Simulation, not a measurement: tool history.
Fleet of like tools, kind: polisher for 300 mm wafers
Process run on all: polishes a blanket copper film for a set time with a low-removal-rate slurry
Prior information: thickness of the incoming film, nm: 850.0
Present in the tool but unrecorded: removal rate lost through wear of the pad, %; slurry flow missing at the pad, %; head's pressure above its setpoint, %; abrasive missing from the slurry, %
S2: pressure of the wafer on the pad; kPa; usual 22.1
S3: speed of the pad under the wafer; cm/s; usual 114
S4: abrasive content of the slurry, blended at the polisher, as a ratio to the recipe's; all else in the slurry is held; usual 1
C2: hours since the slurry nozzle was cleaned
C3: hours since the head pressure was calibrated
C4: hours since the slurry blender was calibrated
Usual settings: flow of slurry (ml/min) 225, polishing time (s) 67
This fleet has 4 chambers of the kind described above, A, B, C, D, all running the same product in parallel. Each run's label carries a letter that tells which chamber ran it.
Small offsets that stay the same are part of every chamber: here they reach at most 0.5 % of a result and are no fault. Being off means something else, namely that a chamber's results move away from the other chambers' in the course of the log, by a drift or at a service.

At hour 10.2: chamber A: worn pad replaced by a new one.
Run 1C, hour 15.3: usual settings; wafers polished on this pad 918; C2 205.6; C3 432.8; C4 331. Result: film removed (nm) 203.1.
At hour 26.2: chamber C: slurry blender recalibrated.
Run 2B, hour 27.4: usual settings; wafers polished on this pad 190; C2 380.6; C3 509.6; C4 291.1. Result: film removed (nm) 203.87.
Run 3D, hour 35.1: usual settings; wafers polished on this pad 648; C2 80.8; C3 643.8; C4 103.2. Result: film removed (nm) 205.85.
Run 4A, hour 42.3: usual settings; wafers polished on this pad 218; C2 66.2; C3 845.2; C4 54.4. Result: film removed (nm) 205.13.
Run 5A, hour 50.1: usual settings; wafers polished on this pad 272; C2 74; C3 853; C4 62.2. Result: film removed (nm) 205.33.
Run 6C, hour 65.9: usual settings; wafers polished on this pad 1263; C2 256.2; C3 483.4; C4 39.7. Result: film removed (nm) 205.62.
At hour 66.7: chamber C: head pressure recalibrated.
Run 7D, hour 78.3: usual settings but S2 16.5 kPa, S4 0.85; wafers polished on this pad 943; C2 124; C3 687; C4 146.4. Result: film removed (nm) 150.81.
At hour 82.3: chamber B: worn pad replaced by a new one.
Run 8B, hour 85.5: usual settings but S2 16.5 kPa, S4 0.85; wafers polished on this pad 22; C2 438.7; C3 567.7; C4 349.2. Result: film removed (nm) 151.39.
At hour 91.1: chamber D: worn pad replaced by a new one.
Run 9C, hour 93.9: usual settings but S2 16.5 kPa, S4 0.85; wafers polished on this pad 1454; C2 284.2; C3 27.3; C4 67.7. Result: film removed (nm) 148.31.
At hour 103.4: chamber A: worn pad replaced by a new one.
Run 10A, hour 109.4: usual settings but S2 16.5 kPa, S4 0.85; wafers polished on this pad 41; C2 133.3; C3 912.3; C4 121.5. Result: film removed (nm) 149.02.
At hour 119.4: chamber B: slurry blender recalibrated.
Run 11D, hour 125.6: usual settings but S3 84 cm/s; wafers polished on this pad 235; C2 171.3; C3 734.3; C4 193.7. Result: film removed (nm) 151.41.
Run 12B, hour 134.4: usual settings but S3 84 cm/s; wafers polished on this pad 355; C2 487.6; C3 616.6; C4 15.1. Result: film removed (nm) 153.31.
Run 13A, hour 150.2: usual settings but S3 84 cm/s; wafers polished on this pad 319; C2 174.1; C3 953.1; C4 162.3. Result: film removed (nm) 150.55.
At hour 156.1: chamber B: worn pad replaced by a new one.
At hour 159.1: chamber A: slurry blender recalibrated.
Run 14D, hour 163.6: usual settings but S3 84 cm/s; wafers polished on this pad 495; C2 209.3; C3 772.3; C4 231.7. Result: film removed (nm) 149.85.
At hour 175.1: chamber D: head pressure recalibrated.
Run 15C, hour 175.1: usual settings; wafers polished on this pad 2008; C2 365.4; C3 108.5; C4 148.9. Result: film removed (nm) 206.68.
Run 16B, hour 184.3: usual settings; wafers polished on this pad 192; C2 537.5; C3 666.5; C4 65. Result: film removed (nm) 205.91.
At hour 193.1: chamber A: worn pad replaced by a new one.
Run 17C, hour 194.3: usual settings; wafers polished on this pad 2139; C2 384.6; C3 127.7; C4 168.1. Result: film removed (nm) 199.28.
At hour 199.9: chamber B: slurry nozzle cleaned.
Run 18B, hour 209.6: usual settings; wafers polished on this pad 365; C2 9.8; C3 691.8; C4 90.3. Result: film removed (nm) 206.12.
At hour 223: chamber D: slurry blender recalibrated.
Run 19D, hour 224.4: usual settings; wafers polished on this pad 909; C2 270.1; C3 49.3; C4 1.5. Result: film removed (nm) 207.26.
At hour 227.7: chamber B: worn pad replaced by a new one.
Run 20A, hour 235.3: usual settings but S3 82 cm/s, S4 0.75; wafers polished on this pad 288; C2 259.2; C3 1038.2; C4 76.2. Result: film removed (nm) 138.44.
At hour 238.8: chamber D: worn pad replaced by a new one.
Run 21B, hour 251.2: usual settings but S3 82 cm/s, S4 0.75; wafers polished on this pad 160; C2 51.4; C3 733.4; C4 131.9. Result: film removed (nm) 135.14.
At hour 254.9: chamber D: slurry nozzle cleaned.
Run 22D, hour 263.6: usual settings but S3 82 cm/s, S4 0.75; wafers polished on this pad 169; C2 8.7; C3 88.5; C4 40.7. Result: film removed (nm) 141.56.
At hour 265.7: chamber A: worn pad replaced by a new one.
Run 23A, hour 276.3: usual settings but S3 82 cm/s, S4 0.75; wafers polished on this pad 72; C2 300.2; C3 1079.2; C4 117.2. Result: film removed (nm) 138.2.
At hour 281.5: chamber A: head pressure recalibrated.
Run 24C, hour 290.6: usual settings; wafers polished on this pad 2796; C2 480.9; C3 224; C4 264.4. Result: film removed (nm) 192.33.
At hour 304.5: chamber B: worn pad replaced by a new one.
Run 25A, hour 306.7: usual settings; wafers polished on this pad 279; C2 330.6; C3 25.2; C4 147.6. Result: film removed (nm) 202.65.
Run 26D, hour 314.6: usual settings; wafers polished on this pad 517; C2 59.7; C3 139.5; C4 91.7. Result: film removed (nm) 205.66.
At hour 322.9: chamber A: slurry blender recalibrated.
Run 27C, hour 330.9: usual settings; wafers polished on this pad 3071; C2 521.2; C3 264.3; C4 304.7. Result: film removed (nm) 188.5.
Run 28B, hour 345: usual settings but S3 80 cm/s, polishing time (s) 88; wafers polished on this pad 276; C2 145.2; C3 827.2; C4 225.7. Result: film removed (nm) 191.77.
At hour 350.7: chamber A: worn pad replaced by a new one.
Run 29D, hour 352.2: usual settings but S3 80 cm/s, polishing time (s) 88; wafers polished on this pad 773; C2 97.3; C3 177.1; C4 129.3. Result: film removed (nm) 193.13.
Run 30C, hour 359.7: usual settings but S3 80 cm/s, polishing time (s) 88; wafers polished on this pad 3267; C2 550; C3 293.1; C4 333.5. Result: film removed (nm) 171.43.
At hour 365.7: chamber C: slurry blender recalibrated.
Run 31B, hour 372.6: usual settings but S3 80 cm/s, polishing time (s) 88; wafers polished on this pad 464; C2 172.8; C3 854.8; C4 253.3. Result: film removed (nm) 190.83.
Run 32A, hour 382: usual settings; wafers polished on this pad 214; C2 405.9; C3 100.5; C4 59.1. Result: film removed (nm) 201.14.
Run 33C, hour 389.4: usual settings; wafers polished on this pad 3470; C2 579.7; C3 322.8; C4 23.7. Result: film removed (nm) 181.44.

Predict what each chamber gives when all 4 of them run the settings below next.
Run 34A, hour 401.2: usual settings but S2 19.3 kPa. Result: film removed (nm) ?.
Run 34B, hour 401.2: usual settings but S2 19.3 kPa. Result: film removed (nm) ?.
Run 34C, hour 401.2: usual settings but S2 19.3 kPa. Result: film removed (nm) ?.
Run 34D, hour 401.2: usual settings but S2 19.3 kPa. Result: film removed (nm) ?.

run  film removed (nm)
34A              177.2
34B             173.44
34C             157.35
34D             178.14
